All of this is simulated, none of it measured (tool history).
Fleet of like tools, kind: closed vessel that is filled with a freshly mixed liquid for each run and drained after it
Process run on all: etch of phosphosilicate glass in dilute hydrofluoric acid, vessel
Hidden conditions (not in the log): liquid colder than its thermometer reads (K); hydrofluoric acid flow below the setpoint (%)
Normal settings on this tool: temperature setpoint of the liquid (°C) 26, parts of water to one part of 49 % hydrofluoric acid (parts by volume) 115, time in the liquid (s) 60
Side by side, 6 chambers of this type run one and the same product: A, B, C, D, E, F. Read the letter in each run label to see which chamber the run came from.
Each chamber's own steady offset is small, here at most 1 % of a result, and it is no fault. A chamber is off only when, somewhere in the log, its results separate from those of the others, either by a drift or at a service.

run,hour,temperature setpoint of the liquid (°C),parts of water to one part of 49 % hydrofluoric acid (parts by volume),time in the liquid (s),hours since the thermometer was replaced,hours since the hydrofluoric acid flow meter was replaced,"read-back film thickness of the phosphosilicate glass reference wafer, read on the same gauge (nm)",thickness taken off the phosphosilicate glass on a monitor wafer (nm)
# hour 2.1: chamber A: thermometer replaced
1A,2.3,26,115,60,0.2,764.8,49.991,41.503
2C,4.7,26,115,60,205.7,1834.7,50.03,41.806
3E,7,26,115,60,1131.2,724.3,49.993,41.393
4F,9.5,26,115,60,687.9,120.1,50.006,41.052
5D,13.3,26,115,60,837.6,680.9,50.071,41.45
6B,16.5,26,115,60,613.3,1971.4,50.022,41.313
7F,20.8,21.5,115,60,699.2,131.4,50.004,34.423
8D,23.1,21.5,115,60,847.4,690.7,49.976,34.592
9C,26.7,21.5,115,60,227.7,1856.7,50.007,34.477
10E,31.2,21.5,115,60,1155.4,748.5,50.018,34.446
11B,36,21.5,115,60,632.8,1990.9,49.986,34.674
12A,39.9,21.5,115,60,37.8,802.4,49.981,34.768
13C,43.7,26,115,60,244.7,1873.7,49.982,41.194
14A,46.7,26,115,60,44.6,809.2,50.014,41.601
15D,49.9,26,115,60,874.2,717.5,50.012,41.548
16E,53.6,26,115,60,1177.8,770.9,50.019,40.948
17F,56.5,26,115,60,734.9,167.1,50.014,41.309
18B,59.6,26,115,60,656.4,2014.5,49.991,41.417
19B,63.4,26,115,60,660.2,2018.3,49.997,41.283
20C,66,26,115,60,267,1896,50.011,41.69
21E,69.7,26,115,60,1193.9,787,50.001,41.195
22D,74.4,26,115,60,898.7,742,49.992,41.144
23A,77.5,26,115,60,75.4,840,49.999,42.048
24F,81.4,26,115,60,759.8,192,49.998,40.991
25A,86,26,115,60,83.9,848.5,49.989,41.783
26D,88.9,26,115,60,913.2,756.5,50.023,41.067
27C,93.5,26,115,60,294.5,1923.5,50.003,41.538
28E,97.6,26,115,60,1221.8,814.9,49.989,41.02
29B,102,26,115,60,698.8,2056.9,50.017,41.564
30F,104.6,26,115,60,783,215.2,50.021,40.254
31B,107,26,115,60,703.8,2061.9,49.978,41.553
32D,110.3,26,115,60,934.6,777.9,50.002,41.479
33F,114.6,26,115,60,793,225.2,50.013,40.378
34C,117.9,26,115,60,318.9,1947.9,50.015,41.273
35E,121.1,26,115,60,1245.3,838.4,50.023,41.235
36A,124.6,26,115,60,122.5,887.1,49.979,41.487
37A,128,26,115,60,125.9,890.5,50.001,41.887
38C,131.6,26,115,60,332.6,1961.6,49.998,41.456
# hour 134.5: chamber B: thermometer replaced
39B,134.8,26,115,60,0.4,2089.7,50.007,41.942
40E,138.8,26,160,60,1263,856.1,50.047,28.112
41D,142.3,26,160,60,966.6,809.9,50.045,27.905
42F,147,26,160,60,825.4,257.6,50.011,27.109
43B,151.9,26,160,60,17.5,2106.8,50.018,28.385
44F,156.7,26,160,60,835.1,267.3,49.992,27.014

Each of the 6 chambers runs these same settings next. Fill in every chamber's results:
45A,160.4,26,115,50,,,,?
45B,160.4,26,115,50,,,,?
45C,160.4,26,115,50,,,,?
45D,160.4,26,115,50,,,,?
45E,160.4,26,115,50,,,,?
45F,160.4,26,115,50,,,,?

run,thickness taken off the phosphosilicate glass on a monitor wafer (nm)
45A,34.782
45B,34.693
45C,34.194
45D,34.499
45E,34.411
45F,32.576
